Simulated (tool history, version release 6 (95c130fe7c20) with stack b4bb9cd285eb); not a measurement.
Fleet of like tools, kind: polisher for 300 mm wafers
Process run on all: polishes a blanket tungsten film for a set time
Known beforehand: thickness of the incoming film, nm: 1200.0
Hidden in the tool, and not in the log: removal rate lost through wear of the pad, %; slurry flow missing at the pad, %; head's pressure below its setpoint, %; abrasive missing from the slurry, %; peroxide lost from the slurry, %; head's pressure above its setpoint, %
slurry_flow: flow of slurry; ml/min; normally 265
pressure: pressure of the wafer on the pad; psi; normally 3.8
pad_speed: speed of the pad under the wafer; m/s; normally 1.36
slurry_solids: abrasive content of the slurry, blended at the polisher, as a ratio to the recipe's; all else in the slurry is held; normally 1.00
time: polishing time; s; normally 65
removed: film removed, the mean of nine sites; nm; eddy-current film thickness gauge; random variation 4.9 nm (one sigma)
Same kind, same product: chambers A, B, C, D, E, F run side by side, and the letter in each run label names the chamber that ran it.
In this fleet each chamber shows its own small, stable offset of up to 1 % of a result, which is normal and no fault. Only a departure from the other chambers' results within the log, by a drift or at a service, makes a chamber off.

run,hour,slurry_flow,pressure,pad_speed,slurry_solids,time,wafers polished on this pad,hours since the slurry nozzle was cleaned,hours since the head pressure was calibrated,hours since the slurry blender was calibrated,hours since the slurry got fresh peroxide,removed
# hour 9.9: chamber E: slurry nozzle cleaned
# hour 11.3: chamber A: worn pad replaced by a new one
1B,12.0,265,3.8,1.36,1.00,65,915,355.7,170.8,16.9,163.5,474.53
# hour 16.6: chamber F: slurry tank refilled with fresh slurry and peroxide
# hour 16.7: chamber C: slurry tank refilled with fresh slurry and peroxide
# hour 20.8: chamber E: slurry tank refilled with fresh slurry and peroxide
# hour 22.0: chamber D: worn pad replaced by a new one
# hour 22.6: chamber D: slurry tank refilled with fresh slurry and peroxide
2C,22.8,265,3.8,1.36,1.00,65,189,57.0,528.5,58.6,6.1,470.32
3F,30.1,265,3.8,1.36,1.00,65,433,362.3,476.3,68.0,13.5,481.98
4A,39.9,265,3.8,1.36,1.00,65,192,412.3,843.8,140.7,77.4,475.07
# hour 40.1: chamber A: slurry blender recalibrated
# hour 50.1: chamber B: worn pad replaced by a new one
5E,53.4,265,3.0,1.36,1.25,65,547,43.6,772.5,271.1,32.7,394.26
# hour 61.9: chamber F: head pressure recalibrated
6D,63.2,265,3.0,1.36,1.25,65,276,201.2,393.3,102.7,40.7,400.88
# hour 70.1: chamber B: slurry tank refilled with fresh slurry and peroxide
# hour 73.9: chamber A: slurry tank refilled with fresh slurry and peroxide
# hour 74.3: chamber E: slurry blender recalibrated
7F,75.3,265,3.0,1.36,1.25,65,737,407.5,13.4,113.2,58.7,395.34
# hour 81.0: chamber E: worn pad replaced by a new one
8D,83.9,265,3.0,1.36,1.25,65,415,221.9,414.0,123.4,61.4,405.22
# hour 91.9: chamber A: worn pad replaced by a new one
9E,94.9,265,3.0,1.36,1.25,65,93,85.1,814.0,20.7,74.2,387.76
10A,100.9,265,3.0,1.36,1.25,65,60,473.3,904.8,60.8,27.0,395.87
# hour 101.3: chamber B: slurry nozzle cleaned
# hour 106.6: chamber F: slurry tank refilled with fresh slurry and peroxide
11B,106.8,265,3.8,1.36,1.00,65,381,5.6,265.6,111.7,36.8,473.20
# hour 109.8: chamber F: slurry blender recalibrated
12C,113.9,265,4.5,1.36,1.00,55,800,148.1,619.6,149.7,97.2,477.50
# hour 114.3: chamber C: worn pad replaced by a new one
# hour 118.4: chamber A: slurry nozzle cleaned
13A,122.3,265,4.5,1.36,1.00,55,204,3.9,926.2,82.2,48.4,477.24
# hour 130.9: chamber C: slurry tank refilled with fresh slurry and peroxide
14C,133.7,265,4.5,1.36,1.00,55,130,167.9,639.4,169.5,2.9,474.92
15D,142.4,265,4.5,1.36,1.00,55,808,280.4,472.5,181.9,119.9,481.88
# hour 146.3: chamber E: slurry tank refilled with fresh slurry and peroxide
16F,152.0,265,4.5,1.36,1.00,55,1251,484.2,90.1,42.2,45.5,474.19
# hour 156.6: chamber D: slurry tank refilled with fresh slurry and peroxide
17E,158.7,265,4.5,1.36,1.00,55,521,148.9,877.8,84.5,12.5,483.47
# hour 160.1: chamber F: worn pad replaced by a new one
# hour 165.5: chamber D: worn pad replaced by a new one
18B,166.5,265,3.8,1.36,1.00,65,781,65.3,325.3,171.4,96.5,475.42
# hour 170.1: chamber A: worn pad replaced by a new one
19D,179.6,265,3.8,1.36,1.00,53,95,317.6,509.7,219.1,23.1,392.09
# hour 189.0: chamber E: worn pad replaced by a new one
20B,192.8,265,3.8,1.36,1.00,53,958,91.6,351.6,197.7,122.8,376.56
# hour 196.6: chamber A: slurry tank refilled with fresh slurry and peroxide
21A,202.6,265,3.8,1.36,1.00,53,218,84.2,1006.5,162.5,6.1,380.41
# hour 204.5: chamber A: slurry blender recalibrated
# hour 204.9: chamber F: slurry tank refilled with fresh slurry and peroxide
# hour 207.5: chamber C: worn pad replaced by a new one
22C,210.3,265,3.8,1.36,1.00,53,19,244.5,716.0,246.1,79.5,380.65
# hour 215.6: chamber B: worn pad replaced by a new one
23F,220.2,265,3.8,1.36,1.00,53,403,552.4,158.3,110.4,15.4,385.71
24E,230.2,265,3.8,1.36,1.00,53,276,220.4,949.3,156.0,84.0,387.04
25D,241.2,265,2.6,1.36,1.30,65,508,379.2,571.3,280.7,84.7,347.90
# hour 247.4: chamber E: slurry tank refilled with fresh slurry and peroxide
26A,252.3,265,2.6,1.36,1.30,65,551,133.9,1056.2,47.8,55.8,347.91
# hour 253.6: chamber C: slurry tank refilled with fresh slurry and peroxide
# hour 260.9: chamber A: worn pad replaced by a new one
# hour 261.0: chamber B: slurry tank refilled with fresh slurry and peroxide
27B,265.6,265,2.6,1.36,1.30,65,335,164.4,424.4,270.5,4.7,346.88
# hour 273.1: chamber F: slurry blender recalibrated
28F,277.7,265,2.6,1.36,1.30,65,789,609.9,215.8,4.7,72.9,348.77
29C,285.2,265,2.6,1.36,1.30,65,522,319.4,790.9,321.0,31.6,339.78
# hour 286.4: chamber F: slurry tank refilled with fresh slurry and peroxide
# hour 290.0: chamber D: slurry tank refilled with fresh slurry and peroxide
30E,294.1,265,2.6,1.36,1.30,65,705,284.3,1013.2,219.9,46.7,345.13
# hour 296.4: chamber E: worn pad replaced by a new one
31C,305.4,265,3.8,1.36,1.00,65,657,339.6,811.1,341.2,51.8,470.92
# hour 308.6: chamber D: worn pad replaced by a new one
32D,317.9,265,3.8,1.36,1.00,65,62,455.9,648.0,357.4,28.0,474.07
33F,325.4,265,3.8,1.36,1.00,65,1109,657.6,263.5,52.4,39.1,472.62
# hour 325.9: chamber C: worn pad replaced by a new one
# hour 331.8: chamber A: slurry tank refilled with fresh slurry and peroxide
34E,335.6,265,3.8,1.36,1.00,65,263,325.8,1054.7,261.4,88.2,476.81
35B,344.3,265,3.8,1.36,1.00,80,863,243.1,503.1,349.2,83.4,577.02
# hour 348.8: chamber A: worn pad replaced by a new one
# hour 351.8: chamber E: slurry tank refilled with fresh slurry and peroxide
36A,355.3,265,3.8,1.36,1.00,80,43,236.9,1159.2,150.8,23.6,581.29
37E,366.0,265,3.8,1.36,1.00,80,467,356.2,1085.1,291.8,14.2,573.22
# hour 376.3: chamber C: slurry tank refilled with fresh slurry and peroxide
38C,377.5,265,3.8,1.36,1.00,80,346,411.7,883.2,413.3,1.3,580.70

The same settings go to every chamber for the next run, one line per chamber below. Forecast the results for each:
39A,387.2,265,3.8,1.36,1.00,65,,,,,,?
39B,387.2,265,3.8,1.36,1.00,65,,,,,,?
39C,387.2,265,3.8,1.36,1.00,65,,,,,,?
39D,387.2,265,3.8,1.36,1.00,65,,,,,,?
39E,387.2,265,3.8,1.36,1.00,65,,,,,,?
39F,387.2,265,3.8,1.36,1.00,65,,,,,,?

run,removed
39A,484.24
39B,465.73
39C,471.62
39D,472.41
39E,479.91
39F,476.86
